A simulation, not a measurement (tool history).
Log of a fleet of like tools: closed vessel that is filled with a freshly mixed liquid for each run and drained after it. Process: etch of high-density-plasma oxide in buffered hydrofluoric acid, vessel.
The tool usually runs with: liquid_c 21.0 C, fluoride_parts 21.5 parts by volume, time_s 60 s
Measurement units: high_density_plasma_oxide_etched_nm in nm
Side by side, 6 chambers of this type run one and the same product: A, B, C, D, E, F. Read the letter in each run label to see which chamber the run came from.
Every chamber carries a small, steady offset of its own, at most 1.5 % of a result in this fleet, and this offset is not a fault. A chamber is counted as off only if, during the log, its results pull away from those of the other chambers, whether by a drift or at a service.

run,hour,liquid_c,fluoride_parts,time_s,"read-back film thickness of the high-density-plasma oxide reference wafer, read on the same gauge (nm)",high_density_plasma_oxide_etched_nm
1B,6.1,21.0,21.5,60,79.997,43.352
2D,9.7,21.0,21.5,60,80.006,43.091
3F,17.6,21.0,21.5,60,79.996,43.964
4C,21.8,21.0,21.5,60,80.027,44.127
5A,28.3,21.0,21.5,60,80.043,43.576
6E,33.0,21.0,21.5,60,80.000,43.602
7E,39.6,21.0,21.5,60,80.032,42.537
8A,45.8,17.0,21.5,30,80.016,17.467
9D,52.2,17.0,21.5,30,80.030,17.243
10C,58.2,17.0,21.5,30,79.980,17.293
11F,62.3,17.0,21.5,30,79.997,17.467
12B,66.2,17.0,21.5,30,79.990,17.316
13D,70.9,17.0,21.5,30,80.027,17.251
14C,75.3,21.0,21.5,60,80.024,44.664
15E,82.1,21.0,21.5,60,80.033,43.528
16B,88.2,21.0,21.5,60,80.014,44.636
17A,95.1,21.0,21.5,60,80.038,43.754
18F,99.0,21.0,21.5,60,79.975,43.776
19C,104.7,21.0,21.5,60,80.008,44.322
20B,111.6,23.0,19.0,60,80.007,53.969
# hour 114.0: chamber E: hydrofluoric acid flow meter replaced
21A,119.7,23.0,19.0,60,80.034,53.730
22D,127.2,23.0,19.0,60,80.015,53.523
23E,134.4,23.0,19.0,60,80.029,52.667
24F,138.9,23.0,19.0,60,80.042,54.324
25C,147.1,23.0,19.0,60,80.007,56.202
26E,153.8,21.0,21.5,60,80.008,43.060
27B,160.1,21.0,21.5,60,79.989,43.964
28F,165.1,21.0,21.5,60,79.988,43.491
29A,170.1,21.0,21.5,60,80.009,43.499
30D,175.2,21.0,21.5,60,80.011,42.583
31F,182.6,21.0,21.5,60,79.992,43.061
32A,189.8,22.5,21.5,75,80.009,59.271
33B,195.8,22.5,21.5,75,80.009,58.759
34E,202.8,22.5,21.5,75,80.012,57.940
35C,209.1,22.5,21.5,75,79.985,64.786
36D,213.5,22.5,21.5,75,79.997,58.667
37A,221.6,22.5,21.5,75,79.982,59.554
38F,228.7,21.0,21.5,60,80.009,43.771
39D,233.0,21.0,21.5,60,79.975,43.482
40C,238.7,21.0,21.5,60,79.984,47.740
41B,243.6,21.0,21.5,60,79.989,43.851

Decide between three cases: one chamber stands off from its peers, the gauge reading all wafers drifts, or nothing is wrong past each chamber's small offset. Where a chamber is off, say which and what most likely put it there.

It is chamber C that slowly wanders off from its peers.
Cause: liquid hotter than its thermometer reads (K) = 1.49.
With only this log, it may be confused with: hydrofluoric acid flow above the setpoint (%).

Chamber C could run next with any of the 4 candidate recipes listed below; each alters the usual settings, and their results appear as question marks. Which one brings its results back in line with what the other chambers deliver on the usual settings?
To be in line, a result may differ from the other chambers' mean on the usual settings by at most: high_density_plasma_oxide_etched_nm 1.300 nm
42C-1,249.5,21.0,20.5,60,,?
42C-2,249.5,20.5,21.5,60,,?
42C-3,249.5,19.5,21.5,60,,?
42C-4,249.5,22.5,21.5,60,,?

What the other chambers average on the usual settings: high_density_plasma_oxide_etched_nm 43.467 nm
run,high_density_plasma_oxide_etched_nm
42C-1,49.202
42C-2,46.338
42C-3,43.829
42C-4,51.768
42C-3 is the one that brings the chamber's results back in line with the other chambers.
